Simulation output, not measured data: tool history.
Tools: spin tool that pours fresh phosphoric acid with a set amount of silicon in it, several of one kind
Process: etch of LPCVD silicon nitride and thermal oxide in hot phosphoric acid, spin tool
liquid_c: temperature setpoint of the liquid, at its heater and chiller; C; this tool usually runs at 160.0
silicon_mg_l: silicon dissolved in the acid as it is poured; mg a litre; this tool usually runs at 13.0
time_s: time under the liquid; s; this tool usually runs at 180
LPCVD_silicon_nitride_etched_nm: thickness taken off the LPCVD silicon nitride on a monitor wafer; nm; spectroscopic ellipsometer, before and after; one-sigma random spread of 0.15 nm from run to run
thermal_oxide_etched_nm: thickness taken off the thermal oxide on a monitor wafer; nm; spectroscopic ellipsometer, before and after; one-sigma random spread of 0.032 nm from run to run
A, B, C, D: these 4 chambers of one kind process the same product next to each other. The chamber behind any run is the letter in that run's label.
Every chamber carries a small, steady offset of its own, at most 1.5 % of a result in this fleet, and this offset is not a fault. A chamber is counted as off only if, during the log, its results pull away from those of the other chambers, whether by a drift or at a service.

| run | day | liquid_c | silicon_mg_l | time_s | hours since the thermometer was replaced | hours since the dissolved silicon flow meter was replaced | hours since the heated supply line was repaired | read-back film thickness of the LPCVD silicon nitride reference wafer, read on the same gauge (nm) | read-back film thickness of the thermal oxide reference wafer, read on the same gauge (nm) | LPCVD_silicon_nitride_etched_nm | thermal_oxide_etched_nm |
|---|---|---|---|---|---|---|---|---|---|---|---|
| 1B | 0.308 | 160.0 | 13.0 | 180 | 651.7 | 1362.2 | 439.9 | 130.01 | 110.02 | 16.6380 | 0.32866 |
| 2C | 0.562 | 160.0 | 13.0 | 180 | 1728.4 | 526.1 | 908.3 | 129.98 | 109.99 | 16.7530 | 0.39491 |
| 3D | 0.888 | 160.0 | 13.0 | 180 | 1024.8 | 1136.0 | 737.5 | 130.02 | 109.99 | 16.0740 | 0.36483 |
| 4A | 1.212 | 160.0 | 13.0 | 180 | 358.2 | 724.7 | 149.3 | 129.95 | 110.02 | 16.6960 | 0.33377 |
| 5C | 1.417 | 160.0 | 13.0 | 180 | 1748.9 | 546.6 | 928.8 | 130.02 | 109.97 | 16.8650 | 0.35353 |
| 6A | 1.721 | 160.0 | 18.0 | 180 | 370.4 | 736.9 | 161.5 | 130.04 | 110.03 | 16.5770 | 0.31499 |
| 7B | 2.029 | 160.0 | 18.0 | 180 | 693.0 | 1403.5 | 481.2 | 129.95 | 110.00 | 16.5390 | 0.30318 |
| 8D | 2.392 | 160.0 | 18.0 | 180 | 1060.9 | 1172.1 | 773.6 | 130.00 | 109.97 | 16.3430 | 0.33108 |
| 9B | 2.600 | 160.0 | 18.0 | 180 | 706.7 | 1417.2 | 494.9 | 129.98 | 110.01 | 16.6470 | 0.35233 |
| 10C | 2.812 | 160.0 | 13.0 | 180 | 1782.4 | 580.1 | 962.3 | 129.96 | 110.00 | 16.7270 | 0.38700 |
| 11A | 3.029 | 160.0 | 13.0 | 145 | 401.8 | 768.3 | 192.9 | 129.93 | 109.98 | 13.4030 | 0.25873 |
| 12D | 3.317 | 160.0 | 13.0 | 145 | 1083.1 | 1194.3 | 795.8 | 130.00 | 109.97 | 13.0720 | 0.31656 |
| 13C | 3.558 | 160.0 | 13.0 | 145 | 1800.3 | 598.0 | 980.2 | 130.01 | 110.00 | 13.3030 | 0.31298 |
| 14B | 3.783 | 160.0 | 13.0 | 145 | 735.1 | 1445.6 | 523.3 | 130.01 | 110.02 | 13.6320 | 0.28976 |
| 15D | 3.950 | 160.0 | 13.0 | 180 | 1098.3 | 1209.5 | 811.0 | 129.98 | 109.97 | 16.3520 | 0.36149 |
| 16A | 4.208 | 160.0 | 13.0 | 180 | 430.1 | 796.6 | 221.2 | 130.01 | 110.01 | 16.6920 | 0.38248 |
| 17A | 4.533 | 160.0 | 13.0 | 180 | 437.9 | 804.4 | 229.0 | 130.00 | 109.98 | 16.7100 | 0.35595 |
| 18D | 4.779 | 160.0 | 13.0 | 180 | 1118.2 | 1229.4 | 830.9 | 129.96 | 109.97 | 16.4350 | 0.30062 |
| 19B | 5.038 | 160.0 | 13.0 | 180 | 765.2 | 1475.7 | 553.4 | 129.99 | 110.01 | 16.5540 | 0.41631 |
| 20C | 5.300 | 160.0 | 13.0 | 265 | 1842.1 | 639.8 | 1022.0 | 130.08 | 110.02 | 24.6800 | 0.53620 |
| 21D | 5.617 | 160.0 | 13.0 | 265 | 1138.3 | 1249.5 | 851.0 | 130.02 | 110.02 | 24.0560 | 0.55557 |
| 22A | 5.838 | 160.0 | 13.0 | 265 | 469.2 | 835.7 | 260.3 | 130.02 | 110.02 | 24.4680 | 0.53244 |
| 23C | 6.188 | 160.0 | 13.0 | 265 | 1863.4 | 661.1 | 1043.3 | 129.96 | 109.99 | 24.6840 | 0.57320 |
| 24B | 6.421 | 160.0 | 13.0 | 180 | 798.4 | 1508.9 | 586.6 | 130.01 | 110.03 | 16.3640 | 0.43446 |
| 25A | 6.600 | 160.0 | 8.5 | 75 | 487.5 | 854.0 | 278.6 | 130.02 | 109.98 | 6.9168 | 0.18843 |
| 26B | 6.867 | 160.0 | 8.5 | 75 | 809.1 | 1519.6 | 597.3 | 130.04 | 109.98 | 6.8581 | 0.18909 |
| 27D | 7.038 | 160.0 | 8.5 | 75 | 1172.4 | 1283.6 | 885.1 | 130.01 | 110.00 | 6.8233 | 0.18339 |
| 28C | 7.396 | 160.0 | 8.5 | 75 | 1892.4 | 690.1 | 1072.3 | 130.00 | 109.99 | 6.9020 | 0.16943 |

Is one chamber out of step, is the gauge drifting, or do the chambers differ by no more than their own small offsets? For an off chamber, give its letter and the likeliest cause.

Neither any chamber nor the gauge drifts; the chambers differ only by their own small, steady offsets.
